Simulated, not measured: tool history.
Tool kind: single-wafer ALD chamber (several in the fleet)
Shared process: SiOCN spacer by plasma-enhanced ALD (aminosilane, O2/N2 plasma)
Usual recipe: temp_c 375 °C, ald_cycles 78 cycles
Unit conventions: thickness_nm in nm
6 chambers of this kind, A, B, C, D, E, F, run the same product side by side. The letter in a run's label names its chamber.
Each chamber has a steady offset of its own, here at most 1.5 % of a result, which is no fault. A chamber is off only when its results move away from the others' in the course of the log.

run   hour  temp_c  ald_cycles  hours since the last thermocouple change  read-back reference wafer on the same gauge, thickness_nm  thickness_nm
 1D   10.2     375          78                                      1399                                                     4.4925        4.7208
 2A   20.7     375          78                                     839.6                                                     4.4913        4.6528
 3F   30.1     375          78                                     511.4                                                     4.4898        4.6674
 4B   37.3     375          78                                     944.1                                                     4.4882        4.7432
 5E     47     375          90                                     402.8                                                     4.4879        5.3446
 6C   52.6     375          90                                     844.1                                                     4.4913        5.4184
 7E   59.1     375          90                                     414.9                                                     4.4884        5.4028
 8B     70     375          90                                     976.8                                                     4.4923         5.497
 9A   75.9     375          90                                     894.8                                                     4.4904        5.3773
10C   83.7     375          90                                     875.2                                                     4.4922        5.4551
11D   88.9     375          78                                    1477.7                                                     4.4897        4.7347
12F   97.9     375          78                                     579.2                                                      4.491        4.6506
13E  109.2     375          78                                       465                                                     4.4866        4.6822
     116.8  -- chamber C: thermocouple changed; heater temperature recalibrated
14D  118.2     375          78                                      1507                                                     4.4888        4.7232
15C  127.7     387          89                                        11                                                     4.4861        5.3578
16F  136.9     387          89                                     618.2                                                     4.4901        5.3024
17A  142.6     387          89                                     961.5                                                      4.486        5.3055
18B  150.5     387          89                                    1057.3                                                     4.4867        5.3909
19C  161.1     387          89                                      44.4                                                     4.4882        5.3698
20B  167.7     387          89                                    1074.5                                                      4.489        5.4183
21D  173.5     365          78                                    1562.3                                                     4.4896        4.7199
22F    185     365          78                                     666.3                                                     4.4914        4.6638
23E  192.2     365          78                                       548                                                     4.4911        4.6653
24A  201.1     365          78                                      1020                                                     4.4901        4.6372
25A    210     365          78                                    1028.9                                                     4.4884        4.6547
26D  216.6     365          78                                    1605.4                                                     4.4898        4.7078
27F  226.1     375          78                                     707.4                                                     4.4917        4.6663
28E  236.7     375          89                                     592.5                                                     4.4876        5.3537
29C  244.9     375          89                                     128.2                                                     4.4863        5.3939
30B    253     375          89                                    1159.8                                                     4.4907        5.4239
31E  258.9     375          89                                     614.7                                                     4.4898         5.331
32A  269.2     375          89                                    1088.1                                                     4.4861         5.294
33C  277.9     375          89                                     161.2                                                     4.4911         5.385
34D  288.1     375          78                                    1676.9                                                     4.4902          4.72
35B  295.9     375          78                                    1202.7                                                     4.4905        4.7389
36F  305.7     375          78                                       787                                                     4.4908        4.6845
37C  312.6     375          78                                     195.9                                                      4.489        4.7066
38E  322.3     375          78                                     678.1                                                     4.4959        4.6506
39A  328.4     375          78                                    1147.3                                                      4.485        4.6605
40D  334.1     375          78                                    1722.9                                                     4.4851         4.708

All chambers now run identical settings, listed one chamber a line with results as question marks. What results will each chamber show?
41A  342.5     375          78                                                                                                                  ?
41B  342.5     375          78                                                                                                                  ?
41C  342.5     375          78                                                                                                                  ?
41D  342.5     375          78                                                                                                                  ?
41E  342.5     375          78                                                                                                                  ?
41F  342.5     375          78                                                                                                                  ?

run  thickness_nm
41A        4.6392
41B        4.7392
41C        4.7297
41D        4.7532
41E         4.676
41F        4.6674

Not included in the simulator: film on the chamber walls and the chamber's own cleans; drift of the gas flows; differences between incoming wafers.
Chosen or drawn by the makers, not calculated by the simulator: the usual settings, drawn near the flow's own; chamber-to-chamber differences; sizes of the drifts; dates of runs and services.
